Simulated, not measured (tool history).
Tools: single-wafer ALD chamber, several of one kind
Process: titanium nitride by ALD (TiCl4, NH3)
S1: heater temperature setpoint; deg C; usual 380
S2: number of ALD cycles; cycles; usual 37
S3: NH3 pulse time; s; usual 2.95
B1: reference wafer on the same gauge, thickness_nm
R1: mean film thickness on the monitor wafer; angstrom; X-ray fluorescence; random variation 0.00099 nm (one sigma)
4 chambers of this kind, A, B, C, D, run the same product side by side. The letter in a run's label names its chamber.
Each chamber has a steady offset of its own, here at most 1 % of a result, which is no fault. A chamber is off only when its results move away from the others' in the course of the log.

{"run": "1A", "hour": 6.0, "S1": 380, "S2": 37, "S3": 2.95, "B1": 0.93617, "R1": 8.1676}
{"run": "2D", "hour": 14.2, "S1": 380, "S2": 37, "S3": 2.95, "B1": 0.93604, "R1": 8.1611}
{"run": "3C", "hour": 26.7, "S1": 380, "S2": 37, "S3": 2.95, "B1": 0.93638, "R1": 8.2552}
{"run": "4B", "hour": 36.7, "S1": 380, "S2": 37, "S3": 2.95, "B1": 0.9368, "R1": 8.2427}
{"run": "5D", "hour": 43.9, "S1": 367, "S2": 37, "S3": 2.95, "B1": 0.93674, "R1": 8.021}
{"run": "6C", "hour": 52.8, "S1": 367, "S2": 37, "S3": 2.95, "B1": 0.93671, "R1": 8.1354}
{"run": "7B", "hour": 65.1, "S1": 367, "S2": 37, "S3": 2.95, "B1": 0.93708, "R1": 8.1232}
{"run": "8A", "hour": 77.7, "S1": 367, "S2": 37, "S3": 2.95, "B1": 0.93722, "R1": 8.0729}
{"run": "9D", "hour": 85.7, "S1": 380, "S2": 44, "S3": 2.95, "B1": 0.93734, "R1": 9.7159}
{"run": "10A", "hour": 98.3, "S1": 380, "S2": 44, "S3": 2.95, "B1": 0.93745, "R1": 9.744}
{"run": "11B", "hour": 104.8, "S1": 380, "S2": 44, "S3": 2.95, "B1": 0.93725, "R1": 9.7855}
{"run": "12C", "hour": 112.3, "S1": 380, "S2": 44, "S3": 2.95, "B1": 0.93819, "R1": 9.8094}
{"run": "13B", "hour": 123.0, "S1": 380, "S2": 37, "S3": 2.95, "B1": 0.93816, "R1": 8.2525}
{"run": "14C", "hour": 131.2, "S1": 380, "S2": 37, "S3": 2.95, "B1": 0.93826, "R1": 8.2633}
{"run": "15A", "hour": 144.3, "S1": 367, "S2": 34, "S3": 2.95, "B1": 0.93844, "R1": 7.3992}
{"run": "16D", "hour": 150.3, "S1": 367, "S2": 34, "S3": 2.95, "B1": 0.93823, "R1": 7.4065}
{"run": "17B", "hour": 158.7, "S1": 367, "S2": 34, "S3": 2.95, "B1": 0.93853, "R1": 7.4677}
{"run": "18A", "hour": 167.2, "S1": 367, "S2": 34, "S3": 2.95, "B1": 0.93878, "R1": 7.4176}
{"run": "19D", "hour": 175.9, "S1": 380, "S2": 37, "S3": 2.95, "B1": 0.93877, "R1": 8.1686}
{"run": "20C", "hour": 188.6, "S1": 380, "S2": 37, "S3": 2.95, "B1": 0.93907, "R1": 8.2563}
{"run": "21A", "hour": 197.6, "S1": 375, "S2": 37, "S3": 2.15, "B1": 0.93922, "R1": 8.0452}
{"run": "22D", "hour": 211.2, "S1": 375, "S2": 37, "S3": 2.15, "B1": 0.93906, "R1": 8.0131}
{"run": "23B", "hour": 221.4, "S1": 375, "S2": 37, "S3": 2.15, "B1": 0.93984, "R1": 8.1027}
{"run": "24C", "hour": 231.1, "S1": 375, "S2": 37, "S3": 2.15, "B1": 0.93981, "R1": 8.105}
{"run": "25A", "hour": 243.8, "S1": 380, "S2": 37, "S3": 2.95, "B1": 0.94016, "R1": 8.1877}
{"run": "26B", "hour": 251.9, "S1": 380, "S2": 37, "S3": 2.95, "B1": 0.94003, "R1": 8.2556}
{"run": "27D", "hour": 259.3, "S1": 380, "S2": 37, "S3": 2.95, "B1": 0.93996, "R1": 8.1873}
{"run": "28C", "hour": 266.0, "S1": 380, "S2": 43, "S3": 2.95, "B1": 0.94005, "R1": 9.6125}
{"run": "29B", "hour": 273.9, "S1": 380, "S2": 43, "S3": 2.95, "B1": 0.94023, "R1": 9.6044}
{"run": "30C", "hour": 282.1, "S1": 380, "S2": 43, "S3": 2.95, "B1": 0.94061, "R1": 9.6291}

Next, every chamber runs the same settings. What will each give?
{"run": "31A", "hour": 291.9, "S1": 368, "S2": 37, "S3": 2.95, "R1": "?"}
{"run": "31B", "hour": 291.9, "S1": 368, "S2": 37, "S3": 2.95, "R1": "?"}
{"run": "31C", "hour": 291.9, "S1": 368, "S2": 37, "S3": 2.95, "R1": "?"}
{"run": "31D", "hour": 291.9, "S1": 368, "S2": 37, "S3": 2.95, "R1": "?"}

run=31A R1=8.1218
run=31B R1=8.1607
run=31C R1=8.1728
run=31D R1=8.1061
